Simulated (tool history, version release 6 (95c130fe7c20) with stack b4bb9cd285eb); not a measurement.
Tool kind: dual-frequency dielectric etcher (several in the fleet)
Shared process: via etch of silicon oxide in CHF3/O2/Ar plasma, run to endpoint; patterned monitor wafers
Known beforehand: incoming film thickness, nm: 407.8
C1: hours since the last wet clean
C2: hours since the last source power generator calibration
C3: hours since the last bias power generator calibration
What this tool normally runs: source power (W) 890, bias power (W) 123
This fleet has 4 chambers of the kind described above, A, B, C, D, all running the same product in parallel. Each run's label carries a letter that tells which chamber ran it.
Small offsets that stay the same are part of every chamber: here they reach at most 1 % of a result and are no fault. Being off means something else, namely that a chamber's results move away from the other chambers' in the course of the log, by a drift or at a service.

{"run": "1A", "hour": 13.3, "source power (W)": 890, "bias power (W)": 123, "C1": 439.1, "C2": 1560.2, "C3": 412.7, "endpoint time (s)": 200.74}
{"hour": 19.9, "done": "chamber C: source power generator calibrated"}
{"run": "2D", "hour": 21.4, "source power (W)": 890, "bias power (W)": 123, "C1": 317.9, "C2": 254.8, "C3": 1607.0, "endpoint time (s)": 200.21}
{"run": "3B", "hour": 28.9, "source power (W)": 890, "bias power (W)": 123, "C1": 407.5, "C2": 2437.0, "C3": 1525.4, "endpoint time (s)": 200.88}
{"run": "4C", "hour": 41.0, "source power (W)": 890, "bias power (W)": 123, "C1": 277.2, "C2": 21.1, "C3": 1761.0, "endpoint time (s)": 199.67}
{"run": "5D", "hour": 52.8, "source power (W)": 890, "bias power (W)": 123, "C1": 349.3, "C2": 286.2, "C3": 1638.4, "endpoint time (s)": 201.69}
{"hour": 59.0, "done": "chamber A: wet clean of the chamber"}
{"run": "6C", "hour": 64.7, "source power (W)": 890, "bias power (W)": 123, "C1": 300.9, "C2": 44.8, "C3": 1784.7, "endpoint time (s)": 200.42}
{"run": "7B", "hour": 76.0, "source power (W)": 890, "bias power (W)": 123, "C1": 454.6, "C2": 2484.1, "C3": 1572.5, "endpoint time (s)": 200.63}
{"run": "8A", "hour": 88.6, "source power (W)": 890, "bias power (W)": 123, "C1": 29.7, "C2": 1635.5, "C3": 488.0, "endpoint time (s)": 201.92}
{"run": "9D", "hour": 95.5, "source power (W)": 890, "bias power (W)": 123, "C1": 392.0, "C2": 328.9, "C3": 1681.1, "endpoint time (s)": 197.98}
{"run": "10B", "hour": 107.9, "source power (W)": 890, "bias power (W)": 123, "C1": 486.5, "C2": 2516.0, "C3": 1604.4, "endpoint time (s)": 198.73}
{"hour": 118.4, "done": "chamber B: wet clean of the chamber"}
{"run": "11C", "hour": 121.0, "source power (W)": 890, "bias power (W)": 123, "C1": 357.2, "C2": 101.1, "C3": 1841.0, "endpoint time (s)": 199.48}
{"hour": 124.0, "done": "chamber C: wet clean of the chamber"}
{"run": "12A", "hour": 132.1, "source power (W)": 890, "bias power (W)": 123, "C1": 73.2, "C2": 1679.0, "C3": 531.5, "endpoint time (s)": 202.28}
{"run": "13D", "hour": 142.8, "source power (W)": 890, "bias power (W)": 123, "C1": 439.3, "C2": 376.2, "C3": 1728.4, "endpoint time (s)": 200.27}
{"run": "14C", "hour": 154.7, "source power (W)": 890, "bias power (W)": 123, "C1": 30.7, "C2": 134.8, "C3": 1874.7, "endpoint time (s)": 199.67}
{"run": "15B", "hour": 166.3, "source power (W)": 890, "bias power (W)": 123, "C1": 47.9, "C2": 2574.4, "C3": 1662.8, "endpoint time (s)": 191.17}
{"run": "16A", "hour": 179.3, "source power (W)": 890, "bias power (W)": 138, "C1": 120.4, "C2": 1726.2, "C3": 578.7, "endpoint time (s)": 195.17}
{"run": "17B", "hour": 190.8, "source power (W)": 890, "bias power (W)": 138, "C1": 72.4, "C2": 2598.9, "C3": 1687.3, "endpoint time (s)": 186.09}
{"run": "18C", "hour": 203.8, "source power (W)": 890, "bias power (W)": 138, "C1": 79.8, "C2": 183.9, "C3": 1923.8, "endpoint time (s)": 193.65}
{"run": "19A", "hour": 214.6, "source power (W)": 890, "bias power (W)": 138, "C1": 155.7, "C2": 1761.5, "C3": 614.0, "endpoint time (s)": 195.56}
{"run": "20D", "hour": 220.8, "source power (W)": 890, "bias power (W)": 123, "C1": 517.3, "C2": 454.2, "C3": 1806.4, "endpoint time (s)": 200.19}
{"run": "21B", "hour": 227.3, "source power (W)": 780, "bias power (W)": 123, "C1": 108.9, "C2": 2635.4, "C3": 1723.8, "endpoint time (s)": 202.66}
{"run": "22C", "hour": 233.5, "source power (W)": 780, "bias power (W)": 123, "C1": 109.5, "C2": 213.6, "C3": 1953.5, "endpoint time (s)": 209.89}
{"run": "23A", "hour": 244.0, "source power (W)": 780, "bias power (W)": 123, "C1": 185.1, "C2": 1790.9, "C3": 643.4, "endpoint time (s)": 213.35}
{"run": "24D", "hour": 250.0, "source power (W)": 780, "bias power (W)": 123, "C1": 546.5, "C2": 483.4, "C3": 1835.6, "endpoint time (s)": 210.55}

Read the log: is a single chamber off, either drifting away or since a service, is the gauge that measures every chamber drifting, or is nothing wrong beyond small per-chamber offsets? Name any odd chamber and what most likely caused it.

A service left chamber B off against the others.
Most likely cause: etch rate over this chamber's usual, % = 5.18.

Below are 4 candidate recipes for chamber B's next run, each the usual settings with a change, their results shown as question marks. Which of them brings B's results back in line with what the other chambers give on the usual settings?
In-line tolerance around the mean of the other chambers on the usual settings: endpoint time (s) 4.60
{"run": "25B-1", "hour": 259.6, "source power (W)": 960, "bias power (W)": 131, "endpoint time (s)": "?"}
{"run": "25B-2", "hour": 259.6, "source power (W)": 880, "bias power (W)": 121, "endpoint time (s)": "?"}
{"run": "25B-3", "hour": 259.6, "source power (W)": 820, "bias power (W)": 115, "endpoint time (s)": "?"}
{"run": "25B-4", "hour": 259.6, "source power (W)": 900, "bias power (W)": 125, "endpoint time (s)": "?"}

The other chambers' mean on the usual settings: endpoint time (s) 200.71
run=25B-1 endpoint_time_(s)=181.80
run=25B-2 endpoint_time_(s)=192.61
run=25B-3 endpoint_time_(s)=201.02
run=25B-4 endpoint_time_(s)=189.09
It is 25B-3 that realigns the chamber with its peers.
